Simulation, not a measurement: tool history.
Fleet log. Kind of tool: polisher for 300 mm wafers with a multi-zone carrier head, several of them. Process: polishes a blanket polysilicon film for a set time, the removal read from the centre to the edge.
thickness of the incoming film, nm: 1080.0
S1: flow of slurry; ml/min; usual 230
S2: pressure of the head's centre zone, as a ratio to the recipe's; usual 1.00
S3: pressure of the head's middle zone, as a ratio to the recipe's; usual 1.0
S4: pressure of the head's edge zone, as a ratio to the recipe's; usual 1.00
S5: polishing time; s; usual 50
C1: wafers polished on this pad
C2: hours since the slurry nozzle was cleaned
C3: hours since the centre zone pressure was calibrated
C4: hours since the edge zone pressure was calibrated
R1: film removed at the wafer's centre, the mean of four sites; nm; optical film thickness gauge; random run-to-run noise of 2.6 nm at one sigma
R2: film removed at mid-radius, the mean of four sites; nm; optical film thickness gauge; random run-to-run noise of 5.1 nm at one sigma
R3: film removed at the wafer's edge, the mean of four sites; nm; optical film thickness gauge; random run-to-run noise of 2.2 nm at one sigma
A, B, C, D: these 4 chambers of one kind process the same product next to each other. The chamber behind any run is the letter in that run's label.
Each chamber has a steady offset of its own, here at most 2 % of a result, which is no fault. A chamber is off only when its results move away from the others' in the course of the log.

run	hour	S1	S2	S3	S4	S5	C1	C2	C3	C4	R1	R2	R3
# hour 4.1: chamber B: centre zone pressure recalibrated
1C	6.7	230	1.00	1.0	1.00	50	942	151.1	249.8	1146.1	347.88	346.80	339.61
# hour 10.0: chamber C: worn pad replaced by a new one
2B	21.3	230	1.00	1.0	1.00	50	786	72.6	17.2	275.0	343.49	337.32	338.06
# hour 27.7: chamber D: worn pad replaced by a new one
# hour 28.8: chamber A: worn pad replaced by a new one
3D	30.8	230	1.00	1.0	1.00	50	37	40.6	300.1	709.7	344.33	347.05	352.38
4A	44.0	230	1.00	1.0	1.00	50	179	208.2	402.2	905.4	341.81	343.27	344.87
5B	54.5	230	1.00	1.0	1.00	50	1178	105.8	50.4	308.2	343.91	333.80	342.78
# hour 64.7: chamber B: worn pad replaced by a new one
6D	64.9	230	1.00	1.0	1.00	50	440	74.7	334.2	743.8	341.01	345.22	350.00
# hour 74.4: chamber C: worn pad replaced by a new one
7C	79.5	305	1.00	1.0	1.11	50	61	223.9	322.6	1218.9	358.32	356.19	370.57
8A	86.6	305	1.00	1.0	1.11	50	683	250.8	444.8	948.0	355.53	348.80	374.59
# hour 97.3: chamber A: worn pad replaced by a new one
9B	97.9	305	1.00	1.0	1.11	50	392	149.2	93.8	351.6	354.74	358.49	366.53
10C	106.6	305	1.00	1.0	1.11	50	381	251.0	349.7	1246.0	362.83	362.93	376.31
# hour 109.7: chamber D: worn pad replaced by a new one
# hour 112.8: chamber A: slurry nozzle cleaned
11A	117.9	230	1.00	1.0	1.00	50	244	5.1	476.1	979.3	344.97	335.89	344.14
12D	131.1	230	1.00	1.0	1.00	50	254	140.9	400.4	810.0	346.20	334.76	348.14
# hour 141.2: chamber C: worn pad replaced by a new one
13C	146.2	230	1.00	1.0	1.00	50	59	290.6	389.3	1285.6	344.78	358.29	343.96
# hour 148.3: chamber C: edge zone pressure recalibrated
# hour 159.6: chamber B: slurry nozzle cleaned
14D	160.5	230	1.00	1.0	1.00	50	601	170.3	429.8	839.4	345.03	342.86	348.50
15B	168.4	230	1.00	1.0	1.00	50	1225	8.9	164.3	422.1	338.99	339.81	338.87
# hour 175.2: chamber B: worn pad replaced by a new one
# hour 175.3: chamber A: worn pad replaced by a new one
# hour 177.4: chamber C: slurry nozzle cleaned
16A	181.5	230	1.00	1.0	1.00	50	74	68.7	539.7	1042.9	344.67	355.24	347.70
# hour 186.9: chamber D: worn pad replaced by a new one
17C	189.7	230	1.00	1.0	1.00	50	573	12.3	432.8	41.4	344.64	346.45	343.11
18D	200.4	230	1.00	1.0	1.00	50	159	210.2	469.7	879.3	347.42	345.64	348.14
19B	210.7	230	1.00	1.0	1.00	50	420	51.2	206.6	464.4	342.89	341.90	340.67
# hour 219.2: chamber C: worn pad replaced by a new one
20A	223.1	230	1.00	1.0	1.00	50	566	110.3	581.3	1084.5	343.68	348.60	340.96
21A	232.2	230	1.00	1.0	1.00	50	673	119.4	590.4	1093.6	344.18	338.52	344.27
# hour 239.0: chamber A: edge zone pressure recalibrated
22B	239.7	230	1.06	1.0	1.00	33	762	80.2	235.6	493.4	238.83	228.43	228.66
23C	254.0	230	1.06	1.0	1.00	33	411	76.6	497.1	105.7	243.06	233.83	228.73
# hour 265.3: chamber A: worn pad replaced by a new one
24D	267.6	230	1.06	1.0	1.00	33	954	277.4	536.9	946.5	239.14	225.96	228.13
# hour 267.7: chamber B: worn pad replaced by a new one
# hour 271.7: chamber D: worn pad replaced by a new one
25A	281.7	230	1.06	1.0	1.00	33	194	168.9	639.9	42.7	241.62	224.98	229.18
# hour 286.1: chamber C: worn pad replaced by a new one
26C	289.5	230	1.00	1.0	1.00	50	40	112.1	532.6	141.2	347.57	349.76	340.89
# hour 298.4: chamber B: centre zone pressure recalibrated
27B	299.4	230	1.11	0.9	1.00	50	375	139.9	1.0	553.1	382.93	305.25	341.13
28D	309.6	230	1.11	0.9	1.00	50	448	319.4	578.9	988.5	387.96	308.37	347.46
# hour 309.7: chamber B: edge zone pressure recalibrated
29A	322.4	230	1.11	0.9	1.00	50	675	209.6	680.6	83.4	384.46	308.27	343.67
# hour 329.5: chamber D: edge zone pressure recalibrated
30C	335.9	230	1.11	0.9	1.00	50	589	158.5	579.0	187.6	388.19	319.95	344.93
31B	347.0	230	1.00	1.0	1.00	50	938	187.5	48.6	37.3	344.24	343.09	340.48
# hour 348.4: chamber D: worn pad replaced by a new one
# hour 359.0: chamber D: centre zone pressure recalibrated
32D	360.9	230	1.00	1.0	0.94	50	147	370.7	2.0	31.5	343.40	343.59	338.02
33D	369.3	230	1.00	1.0	0.94	50	247	379.1	10.4	39.9	345.67	345.26	335.47

Is one chamber off against the others, does the gauge drift, or is nothing wrong? If a chamber is off, say which, and what the likeliest cause is.

All chambers stay in line apart from their small fixed offsets, and the gauge does not drift.

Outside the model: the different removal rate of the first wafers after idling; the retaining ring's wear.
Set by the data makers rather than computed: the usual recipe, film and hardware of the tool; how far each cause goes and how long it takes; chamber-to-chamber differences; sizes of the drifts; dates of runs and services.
